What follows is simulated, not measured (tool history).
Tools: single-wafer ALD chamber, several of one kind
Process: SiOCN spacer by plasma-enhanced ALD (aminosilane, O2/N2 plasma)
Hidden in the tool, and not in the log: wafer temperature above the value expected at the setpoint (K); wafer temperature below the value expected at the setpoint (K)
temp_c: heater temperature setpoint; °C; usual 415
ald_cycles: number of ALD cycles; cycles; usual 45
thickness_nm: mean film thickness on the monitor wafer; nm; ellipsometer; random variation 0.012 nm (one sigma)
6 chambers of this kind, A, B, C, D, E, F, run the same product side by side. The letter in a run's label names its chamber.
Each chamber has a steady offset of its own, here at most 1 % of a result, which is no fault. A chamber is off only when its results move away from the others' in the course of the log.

| run | hour | temp_c | ald_cycles | hours since the last thermocouple change | read-back reference wafer on the same gauge, thickness_nm | thickness_nm |
|---|---|---|---|---|---|---|
| 1C | 7.9 | 415 | 45 | 1331.7 | 2.3796 | 2.6234 |
| 2D | 14.3 | 415 | 45 | 226.4 | 2.3822 | 2.6138 |
| 3B | 18 | 415 | 45 | 21.9 | 2.3814 | 2.6028 |
| 4F | 22.4 | 415 | 45 | 1747.6 | 2.3798 | 2.6152 |
| 5E | 28.4 | 415 | 45 | 1596.3 | 2.3797 | 2.5798 |
| 6A | 33.5 | 415 | 45 | 2142.6 | 2.3773 | 2.5933 |
| 7D | 40.2 | 415 | 45 | 252.3 | 2.3789 | 2.5838 |
| 8B | 46.7 | 415 | 45 | 50.6 | 2.3796 | 2.6051 |
| 9C | 51.6 | 415 | 45 | 1375.4 | 2.3799 | 2.6254 |
| 10A | 57.3 | 415 | 45 | 2166.4 | 2.3799 | 2.5898 |
| 11F | 63.1 | 415 | 45 | 1788.3 | 2.3792 | 2.6114 |
| 12E | 69.8 | 415 | 45 | 1637.7 | 2.3804 | 2.5694 |
| 13D | 73.6 | 415 | 45 | 285.7 | 2.378 | 2.6019 |
| 14F | 79.8 | 415 | 45 | 1805 | 2.3815 | 2.624 |
| 15C | 86.6 | 415 | 45 | 1410.4 | 2.3807 | 2.6068 |
|  | 93.3 | chamber A: thermocouple changed; heater temperature recalibrated |
| 16B | 93.6 | 415 | 45 | 97.5 | 2.379 | 2.5818 |
| 17A | 99.4 | 415 | 45 | 6.1 | 2.3788 | 2.5999 |
| 18E | 107.5 | 415 | 45 | 1675.4 | 2.3816 | 2.577 |
| 19D | 111.5 | 415 | 45 | 323.6 | 2.3789 | 2.5726 |
| 20F | 119.4 | 415 | 45 | 1844.6 | 2.3796 | 2.6323 |
| 21E | 125.1 | 415 | 45 | 1693 | 2.3798 | 2.563 |
| 22B | 129.1 | 415 | 45 | 133 | 2.38 | 2.5993 |
| 23A | 133.8 | 415 | 45 | 40.5 | 2.3803 | 2.6003 |
| 24C | 139.8 | 415 | 45 | 1463.6 | 2.38 | 2.5982 |
| 25A | 146.7 | 415 | 45 | 53.4 | 2.3798 | 2.6091 |
| 26D | 154.4 | 415 | 45 | 366.5 | 2.379 | 2.6106 |
| 27C | 161.9 | 415 | 45 | 1485.7 | 2.3795 | 2.5944 |
| 28F | 165.5 | 415 | 40 | 1890.7 | 2.38 | 2.3315 |
| 29E | 171.8 | 415 | 40 | 1739.7 | 2.3806 | 2.2906 |
| 30B | 175.5 | 415 | 40 | 179.4 | 2.3819 | 2.2922 |
| 31C | 180 | 415 | 40 | 1503.8 | 2.3801 | 2.3052 |
| 32D | 184.7 | 415 | 40 | 396.8 | 2.382 | 2.3197 |
| 33E | 188.6 | 415 | 40 | 1756.5 | 2.3797 | 2.2911 |
| 34F | 192.9 | 415 | 45 | 1918.1 | 2.3807 | 2.6065 |
| 35A | 199 | 415 | 45 | 105.7 | 2.3812 | 2.6002 |
| 36B | 203 | 415 | 45 | 206.9 | 2.3807 | 2.5915 |
| 37D | 210 | 415 | 45 | 422.1 | 2.3782 | 2.6252 |
| 38A | 215.7 | 415 | 45 | 122.4 | 2.3832 | 2.5606 |
| 39F | 223.4 | 415 | 45 | 1948.6 | 2.3804 | 2.6331 |
| 40C | 230.6 | 415 | 45 | 1554.4 | 2.3813 | 2.6066 |
| 41E | 234.7 | 415 | 45 | 1802.6 | 2.3779 | 2.5803 |
| 42B | 239.7 | 415 | 41 | 243.6 | 2.3787 | 2.3967 |
| 43A | 245.6 | 415 | 41 | 152.3 | 2.3781 | 2.3511 |

All 6 chambers run these settings next. Forecast each chamber's results:
| 44A | 251.4 | 400 | 45 |  |  | ? |
| 44B | 251.4 | 400 | 45 |  |  | ? |
| 44C | 251.4 | 400 | 45 |  |  | ? |
| 44D | 251.4 | 400 | 45 |  |  | ? |
| 44E | 251.4 | 400 | 45 |  |  | ? |
| 44F | 251.4 | 400 | 45 |  |  | ? |

| run | thickness_nm |
|---|---|
| 44A | 2.713 |
| 44B | 2.7131 |
| 44C | 2.7444 |
| 44D | 2.7416 |
| 44E | 2.6965 |
| 44F | 2.7711 |
